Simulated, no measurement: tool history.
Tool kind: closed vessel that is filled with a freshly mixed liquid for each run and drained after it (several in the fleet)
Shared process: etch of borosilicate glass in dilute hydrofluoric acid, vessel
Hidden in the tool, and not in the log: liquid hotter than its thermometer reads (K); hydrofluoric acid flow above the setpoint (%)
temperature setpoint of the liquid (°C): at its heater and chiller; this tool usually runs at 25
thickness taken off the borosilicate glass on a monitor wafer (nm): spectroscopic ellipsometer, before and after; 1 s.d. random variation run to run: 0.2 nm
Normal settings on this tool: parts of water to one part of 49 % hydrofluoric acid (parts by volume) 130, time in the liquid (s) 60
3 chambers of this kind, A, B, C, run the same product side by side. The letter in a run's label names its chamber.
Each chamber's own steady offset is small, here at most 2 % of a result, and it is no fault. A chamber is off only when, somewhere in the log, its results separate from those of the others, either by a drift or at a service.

run,hour,temperature setpoint of the liquid (°C),parts of water to one part of 49 % hydrofluoric acid (parts by volume),time in the liquid (s),hours since the thermometer was replaced,hours since the hydrofluoric acid flow meter was replaced,"read-back film thickness of the borosilicate glass reference wafer, read on the same gauge (nm)",thickness taken off the borosilicate glass on a monitor wafer (nm)
1B,13.6,25,130,60,2090.1,1280.8,29.976,23.919
2A,20.4,25,130,60,726.1,1765.1,30.001,22.952
3C,29.7,25,130,60,508.1,491.5,30.014,23.385
4A,39.3,25,130,60,745,1784,30.025,23.364
5B,52.4,27.5,130,45,2128.9,1319.6,30.031,19.587
6C,64.4,27.5,130,45,542.8,526.2,29.998,19.526
7B,74.5,27.5,130,45,2151,1341.7,29.969,19.17
8A,87.5,25,130,60,793.2,1832.2,30.016,23.001
9C,96.3,25,130,60,574.7,558.1,29.983,23.367
10C,104.7,25,130,60,583.1,566.5,30,23.299
11A,115.1,25,130,60,820.8,1859.8,29.967,23.052
12B,122.8,25,170,60,2199.3,1390,29.996,17.344
13B,132.3,25,170,60,2208.8,1399.5,29.973,17.438
14A,143.9,25,170,60,849.6,1888.6,30.012,16.99
15C,153.7,25,130,60,632.1,615.5,30.017,23.694
16A,165.2,25,130,60,870.9,1909.9,29.973,23.372
17B,178.9,25,130,60,2255.4,1446.1,29.965,25.163
18C,193,25,130,60,671.4,654.8,30.008,23.212
19C,202.1,27.5,155,60,680.5,663.9,29.986,21.225
20B,215.2,27.5,155,60,2291.7,1482.4,30.002,23.186
21A,222.2,27.5,155,60,927.9,1966.9,29.98,21.025
22C,229,25,130,60,707.4,690.8,29.978,23.07
23A,239.3,25,130,60,945,1984,30.029,23.173
24B,247.2,25,130,60,2323.7,1514.4,29.972,26.089
25A,256.7,25,130,60,962.4,2001.4,29.997,23.501

Each of the 3 chambers runs these same settings next. Fill in every chamber's results:
26A,266.8,25,165,60,,,,?
26B,266.8,25,165,60,,,,?
26C,266.8,25,165,60,,,,?

run,thickness taken off the borosilicate glass on a monitor wafer (nm)
26A,17.391
26B,20.265
26C,18.008
